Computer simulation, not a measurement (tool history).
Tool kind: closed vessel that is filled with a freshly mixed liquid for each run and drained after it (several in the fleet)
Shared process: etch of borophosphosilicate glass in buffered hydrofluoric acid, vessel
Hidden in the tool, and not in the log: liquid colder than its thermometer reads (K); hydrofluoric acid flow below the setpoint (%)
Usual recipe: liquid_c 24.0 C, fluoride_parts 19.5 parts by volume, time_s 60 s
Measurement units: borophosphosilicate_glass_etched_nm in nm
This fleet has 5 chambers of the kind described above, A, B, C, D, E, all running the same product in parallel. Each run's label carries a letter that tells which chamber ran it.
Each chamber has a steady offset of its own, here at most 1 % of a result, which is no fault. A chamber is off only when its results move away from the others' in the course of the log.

| run | hour | liquid_c | fluoride_parts | time_s | hours since the thermometer was replaced | hours since the hydrofluoric acid flow meter was replaced | read-back film thickness of the borophosphosilicate glass reference wafer, read on the same gauge (nm) | borophosphosilicate_glass_etched_nm |
|---|---|---|---|---|---|---|---|---|
| 1B | 6.9 | 24.0 | 19.5 | 60 | 1543.6 | 274.2 | 80.013 | 70.935 |
| 2E | 14.2 | 24.0 | 19.5 | 60 | 1522.7 | 775.3 | 80.017 | 70.066 |
| 3C | 21.3 | 24.0 | 19.5 | 60 | 229.4 | 451.2 | 80.011 | 71.189 |
| 4A | 29.7 | 24.0 | 19.5 | 60 | 464.6 | 1650.6 | 79.996 | 71.716 |
| 5D | 34.5 | 24.0 | 19.5 | 60 | 1358.7 | 1240.2 | 80.004 | 71.905 |
| 6D | 41.3 | 24.0 | 19.5 | 60 | 1365.5 | 1247.0 | 80.022 | 72.240 |
| 7A | 49.2 | 24.0 | 19.5 | 60 | 484.1 | 1670.1 | 79.945 | 71.516 |
| 8C | 54.7 | 22.5 | 19.5 | 75 | 262.8 | 484.6 | 79.983 | 80.742 |
| 9B | 62.5 | 22.5 | 19.5 | 75 | 1599.2 | 329.8 | 79.999 | 81.336 |
| 10E | 69.8 | 22.5 | 19.5 | 75 | 1578.3 | 830.9 | 80.015 | 81.884 |
| 11E | 78.9 | 22.5 | 19.5 | 75 | 1587.4 | 840.0 | 80.000 | 81.473 |
| 12D | 84.4 | 22.5 | 19.5 | 75 | 1408.6 | 1290.1 | 79.987 | 82.930 |
| 13B | 90.6 | 24.0 | 19.5 | 60 | 1627.3 | 357.9 | 80.010 | 71.249 |
| 14A | 94.6 | 24.0 | 19.5 | 60 | 529.5 | 1715.5 | 80.011 | 71.659 |
| 15C | 99.1 | 24.0 | 19.5 | 60 | 307.2 | 529.0 | 80.027 | 71.255 |
| 16C | 103.8 | 24.0 | 19.5 | 60 | 311.9 | 533.7 | 79.979 | 70.558 |
| 17D | 108.8 | 24.0 | 19.5 | 60 | 1433.0 | 1314.5 | 80.021 | 71.680 |
| 18E | 113.9 | 24.0 | 19.5 | 60 | 1622.4 | 875.0 | 79.970 | 70.999 |
| 19A | 117.9 | 24.0 | 19.5 | 60 | 552.8 | 1738.8 | 80.024 | 72.211 |
| 20B | 124.5 | 24.0 | 19.5 | 60 | 1661.2 | 391.8 | 80.051 | 70.582 |
| 21B | 130.5 | 24.0 | 19.5 | 60 | 1667.2 | 397.8 | 80.009 | 70.676 |
| 22D | 137.1 | 24.0 | 19.5 | 60 | 1461.3 | 1342.8 | 79.981 | 71.588 |
| 23C | 144.2 | 24.0 | 19.5 | 60 | 352.3 | 574.1 | 80.042 | 70.506 |
| 24E | 149.8 | 24.0 | 19.5 | 60 | 1658.3 | 910.9 | 80.010 | 71.014 |
| 25A | 156.5 | 24.0 | 25.0 | 90 | 591.4 | 1777.4 | 79.978 | 89.792 |
| 26C | 164.9 | 24.0 | 25.0 | 90 | 373.0 | 594.8 | 80.003 | 88.152 |
| 27A | 171.8 | 24.0 | 25.0 | 90 | 606.7 | 1792.7 | 79.961 | 89.870 |
|  | 177.3 | chamber B: thermometer replaced |
| 28B | 180.9 | 24.0 | 25.0 | 90 | 3.7 | 448.2 | 79.983 | 88.843 |
| 29E | 186.5 | 24.0 | 25.0 | 90 | 1695.0 | 947.6 | 79.968 | 88.768 |
| 30D | 192.1 | 24.0 | 19.5 | 60 | 1516.3 | 1397.8 | 79.964 | 71.378 |
| 31E | 197.6 | 24.0 | 19.5 | 60 | 1706.1 | 958.7 | 79.985 | 71.722 |
| 32A | 203.8 | 24.0 | 19.5 | 60 | 638.7 | 1824.7 | 80.014 | 72.021 |
| 33B | 208.8 | 24.0 | 19.5 | 60 | 31.6 | 476.1 | 79.971 | 71.246 |
| 34C | 213.3 | 24.0 | 19.5 | 60 | 421.4 | 643.2 | 80.013 | 70.938 |
| 35D | 219.0 | 24.0 | 19.5 | 60 | 1543.2 | 1424.7 | 80.046 | 71.446 |
| 36E | 225.7 | 24.0 | 19.5 | 60 | 1734.2 | 986.8 | 79.983 | 71.219 |
| 37A | 232.7 | 24.0 | 22.5 | 90 | 667.6 | 1853.6 | 79.993 | 96.473 |
| 38B | 237.4 | 24.0 | 22.5 | 90 | 60.2 | 504.7 | 80.033 | 95.673 |
| 39D | 244.1 | 24.0 | 22.5 | 90 | 1568.3 | 1449.8 | 80.003 | 96.219 |
| 40C | 252.8 | 24.0 | 22.5 | 90 | 460.9 | 682.7 | 80.000 | 94.785 |
| 41A | 258.5 | 24.0 | 22.5 | 90 | 693.4 | 1879.4 | 79.977 | 96.997 |
| 42E | 264.2 | 24.0 | 19.5 | 60 | 1772.7 | 1025.3 | 80.015 | 70.450 |
| 43D | 272.5 | 24.0 | 19.5 | 75 | 1596.7 | 1478.2 | 79.973 | 90.597 |
| 44B | 280.6 | 24.0 | 19.5 | 75 | 103.4 | 547.9 | 80.044 | 88.590 |

Each of the 5 chambers runs these same settings next. Fill in every chamber's results:
| 45A | 287.1 | 24.0 | 19.5 | 60 |  |  |  | ? |
| 45B | 287.1 | 24.0 | 19.5 | 60 |  |  |  | ? |
| 45C | 287.1 | 24.0 | 19.5 | 60 |  |  |  | ? |
| 45D | 287.1 | 24.0 | 19.5 | 60 |  |  |  | ? |
| 45E | 287.1 | 24.0 | 19.5 | 60 |  |  |  | ? |

| run | borophosphosilicate_glass_etched_nm |
|---|---|
| 45A | 71.776 |
| 45B | 70.778 |
| 45C | 71.174 |
| 45D | 71.680 |
| 45E | 71.511 |
